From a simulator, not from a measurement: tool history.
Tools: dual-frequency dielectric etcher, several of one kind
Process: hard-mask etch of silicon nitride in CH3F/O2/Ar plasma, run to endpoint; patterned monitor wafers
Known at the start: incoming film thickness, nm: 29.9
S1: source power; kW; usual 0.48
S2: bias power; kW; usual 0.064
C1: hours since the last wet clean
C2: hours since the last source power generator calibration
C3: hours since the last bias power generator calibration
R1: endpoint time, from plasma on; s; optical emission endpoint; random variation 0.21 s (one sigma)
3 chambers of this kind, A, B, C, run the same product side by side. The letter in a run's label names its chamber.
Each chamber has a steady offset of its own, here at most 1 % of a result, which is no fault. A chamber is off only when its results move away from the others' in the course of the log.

Run 1A, hour 4.6: usual settings; C1 10.4; C2 3172.9; C3 1579.1. Result: R1 42.139 s.
Run 2C, hour 10: usual settings; C1 239.4; C2 3064.6; C3 612.7. Result: R1 42.217 s.
Run 3B, hour 13.4: usual settings; C1 24.2; C2 1170.7; C3 866.5. Result: R1 42.121 s.
Run 4B, hour 20.1: usual settings; C1 30.9; C2 1177.4; C3 873.2. Result: R1 42.009 s.
Run 5C, hour 26.2: usual settings; C1 255.6; C2 3080.8; C3 628.9. Result: R1 41.884 s.
Run 6A, hour 30.2: usual settings but S1 0.43 kW, S2 0.056 kW; C1 36; C2 3198.5; C3 1604.7. Result: R1 46.457 s.
Run 7C, hour 33.6: usual settings but S1 0.43 kW, S2 0.056 kW; C1 263; C2 3088.2; C3 636.3. Result: R1 45.91 s.
Run 8B, hour 40.2: usual settings but S1 0.43 kW, S2 0.056 kW; C1 51; C2 1197.5; C3 893.3. Result: R1 45.667 s.
Run 9A, hour 47.2: usual settings; C1 53; C2 3215.5; C3 1621.7. Result: R1 42.211 s.
Run 10A, hour 50.8: usual settings but S1 0.53 kW, S2 0.079 kW; C1 56.6; C2 3219.1; C3 1625.3. Result: R1 38.071 s.
Run 11C, hour 58.1: usual settings but S1 0.53 kW, S2 0.079 kW; C1 287.5; C2 3112.7; C3 660.8. Result: R1 38.064 s.
Run 12B, hour 64.8: usual settings but S1 0.53 kW, S2 0.079 kW; C1 75.6; C2 1222.1; C3 917.9. Result: R1 37.398 s.
Run 13B, hour 68.3: usual settings; C1 79.1; C2 1225.6; C3 921.4. Result: R1 41.952 s.
Run 14A, hour 74.2: usual settings; C1 80; C2 3242.5; C3 1648.7. Result: R1 41.842 s.
Run 15C, hour 78.9: usual settings; C1 308.3; C2 3133.5; C3 681.6. Result: R1 42.343 s.
Run 16C, hour 85.6: usual settings; C1 315; C2 3140.2; C3 688.3. Result: R1 42.348 s.
Run 17A, hour 91.3: usual settings; C1 97.1; C2 3259.6; C3 1665.8. Result: R1 42.158 s.
Run 18B, hour 97.5: usual settings; C1 108.3; C2 1254.8; C3 950.6. Result: R1 41.699 s.
Run 19C, hour 104.7: usual settings; C1 334.1; C2 3159.3; C3 707.4. Result: R1 42.326 s.
Run 20A, hour 110: usual settings but S2 0.055 kW; C1 115.8; C2 3278.3; C3 1684.5. Result: R1 44.187 s.
Run 21B, hour 114.2: usual settings but S2 0.055 kW; C1 125; C2 1271.5; C3 967.3. Result: R1 44.269 s.
Run 22C, hour 121.5: usual settings but S2 0.055 kW; C1 350.9; C2 3176.1; C3 724.2. Result: R1 44.532 s.
Run 23B, hour 128.2: usual settings; C1 139; C2 1285.5; C3 981.3. Result: R1 41.78 s.
Run 24A, hour 132: usual settings; C1 137.8; C2 3300.3; C3 1706.5. Result: R1 42.222 s.
Run 25C, hour 137.8: usual settings; C1 367.2; C2 3192.4; C3 740.5. Result: R1 42.375 s.
Run 26A, hour 143.4: usual settings but S1 0.53 kW, S2 0.072 kW; C1 149.2; C2 3311.7; C3 1717.9. Result: R1 39.093 s.
Run 27B, hour 149.2: usual settings but S1 0.53 kW, S2 0.072 kW; C1 160; C2 1306.5; C3 1002.3. Result: R1 38.496 s.
Run 28C, hour 153.3: usual settings but S1 0.53 kW, S2 0.072 kW; C1 382.7; C2 3207.9; C3 756. Result: R1 38.782 s.
Run 29A, hour 160.3: usual settings; C1 166.1; C2 3328.6; C3 1734.8. Result: R1 41.848 s.
Run 30B, hour 164.4: usual settings; C1 175.2; C2 1321.7; C3 1017.5. Result: R1 41.82 s.
Run 31B, hour 170.8: usual settings; C1 181.6; C2 1328.1; C3 1023.9. Result: R1 41.747 s.
At hour 173.6: chamber C: wet clean of the chamber.
Run 32C, hour 176.7: usual settings; C1 3.2; C2 3231.3; C3 779.4. Result: R1 42.058 s.
Run 33A, hour 183.1: usual settings; C1 188.9; C2 3351.4; C3 1757.6. Result: R1 41.975 s.
Run 34A, hour 187.5: usual settings; C1 193.3; C2 3355.8; C3 1762. Result: R1 42.108 s.
Run 35C, hour 191.4: usual settings but S1 0.38 kW, S2 0.071 kW; C1 17.9; C2 3246; C3 794.1. Result: R1 44.663 s.
Run 36B, hour 194.6: usual settings but S1 0.38 kW, S2 0.071 kW; C1 205.4; C2 1351.9; C3 1047.7. Result: R1 44.068 s.
Run 37C, hour 198.2: usual settings but S1 0.38 kW, S2 0.071 kW; C1 24.7; C2 3252.8; C3 800.9. Result: R1 44.868 s.
Run 38B, hour 204.2: usual settings; C1 215; C2 1361.5; C3 1057.3. Result: R1 41.902 s.
Run 39A, hour 210.4: usual settings; C1 216.2; C2 3378.7; C3 1784.9. Result: R1 42.504 s.

What goes on in this fleet: one chamber off, a drifting gauge, or nothing beyond the chambers' own small offsets? Name the chamber and the cause, if any.

No chamber stands off beyond its own small offset, and the gauge holds steady.
